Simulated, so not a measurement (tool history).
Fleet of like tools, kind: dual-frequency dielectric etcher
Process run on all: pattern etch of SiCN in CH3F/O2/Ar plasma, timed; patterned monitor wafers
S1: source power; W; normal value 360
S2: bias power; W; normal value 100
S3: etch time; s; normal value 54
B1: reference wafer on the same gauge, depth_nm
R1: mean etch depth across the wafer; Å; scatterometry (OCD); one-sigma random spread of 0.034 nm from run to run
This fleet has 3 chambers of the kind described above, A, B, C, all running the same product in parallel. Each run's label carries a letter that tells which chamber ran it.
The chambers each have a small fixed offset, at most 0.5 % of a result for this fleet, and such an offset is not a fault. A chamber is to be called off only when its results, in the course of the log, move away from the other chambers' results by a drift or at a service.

| run | hour | S1 | S2 | S3 | B1 | R1 |
|---|---|---|---|---|---|---|
| 1A | 5.9 | 360 | 100 | 54 | 25.811 | 219.31 |
|  | 6.1 | chamber C: wet clean of the chamber |
| 2B | 14.2 | 360 | 100 | 54 | 25.812 | 219.41 |
| 3C | 26.4 | 360 | 100 | 54 | 25.810 | 220.71 |
| 4C | 35.9 | 360 | 100 | 54 | 25.823 | 220.78 |
| 5B | 43.2 | 360 | 100 | 54 | 25.815 | 219.59 |
| 6A | 54.9 | 360 | 100 | 54 | 25.815 | 219.55 |
|  | 57.8 | chamber A: wet clean of the chamber |
| 7A | 67.5 | 360 | 100 | 54 | 25.815 | 219.66 |
| 8C | 73.2 | 360 | 100 | 54 | 25.833 | 221.22 |
| 9B | 82.2 | 360 | 100 | 54 | 25.830 | 219.61 |
| 10C | 90.2 | 360 | 100 | 54 | 25.844 | 220.34 |
| 11B | 99.4 | 360 | 100 | 54 | 25.843 | 219.73 |
| 12A | 109.8 | 360 | 100 | 54 | 25.854 | 219.78 |
| 13A | 116.1 | 360 | 100 | 54 | 25.847 | 220.21 |
|  | 126.9 | chamber B: wet clean of the chamber |
| 14B | 128.5 | 360 | 100 | 54 | 25.860 | 219.75 |
| 15C | 133.9 | 360 | 100 | 54 | 25.851 | 220.72 |
| 16C | 142.3 | 360 | 100 | 54 | 25.864 | 221.15 |
| 17B | 153.9 | 360 | 100 | 54 | 25.878 | 220.24 |
| 18A | 165.7 | 360 | 100 | 54 | 25.889 | 219.70 |
| 19C | 173.4 | 360 | 100 | 54 | 25.884 | 220.51 |
| 20B | 181.7 | 360 | 100 | 54 | 25.878 | 220.53 |
| 21A | 189.8 | 360 | 100 | 54 | 25.891 | 220.26 |
| 22B | 198.0 | 360 | 100 | 54 | 25.885 | 220.76 |
| 23A | 206.4 | 360 | 100 | 54 | 25.894 | 219.96 |
| 24C | 217.3 | 360 | 100 | 54 | 25.894 | 221.60 |
| 25A | 225.6 | 360 | 100 | 54 | 25.897 | 220.18 |
| 26B | 234.7 | 360 | 100 | 54 | 25.903 | 221.21 |
| 27C | 240.6 | 420 | 100 | 44 | 25.909 | 190.46 |
| 28A | 248.3 | 420 | 100 | 44 | 25.911 | 189.90 |
| 29C | 257.9 | 420 | 100 | 44 | 25.912 | 190.67 |
| 30B | 270.2 | 360 | 100 | 54 | 25.915 | 220.80 |
| 31C | 279.5 | 360 | 100 | 54 | 25.930 | 221.47 |
| 32B | 292.0 | 360 | 100 | 54 | 25.928 | 219.85 |
| 33A | 302.4 | 360 | 100 | 54 | 25.942 | 220.73 |
| 34A | 314.9 | 360 | 100 | 54 | 25.934 | 220.51 |
| 35C | 325.0 | 360 | 100 | 54 | 25.952 | 221.96 |
| 36B | 332.9 | 360 | 79 | 65 | 25.953 | 242.42 |
| 37C | 342.4 | 360 | 79 | 65 | 25.948 | 244.74 |
| 38A | 353.7 | 360 | 79 | 65 | 25.975 | 243.36 |

Is one chamber off against the others, does the gauge drift, or is nothing wrong? If a chamber is off, say which, and what the likeliest cause is.

No chamber is off; the gauge reading every chamber's wafers drifts, which makes the whole fleet appear to move together.
Likeliest cause: gauge reads high (%) = 0.627.

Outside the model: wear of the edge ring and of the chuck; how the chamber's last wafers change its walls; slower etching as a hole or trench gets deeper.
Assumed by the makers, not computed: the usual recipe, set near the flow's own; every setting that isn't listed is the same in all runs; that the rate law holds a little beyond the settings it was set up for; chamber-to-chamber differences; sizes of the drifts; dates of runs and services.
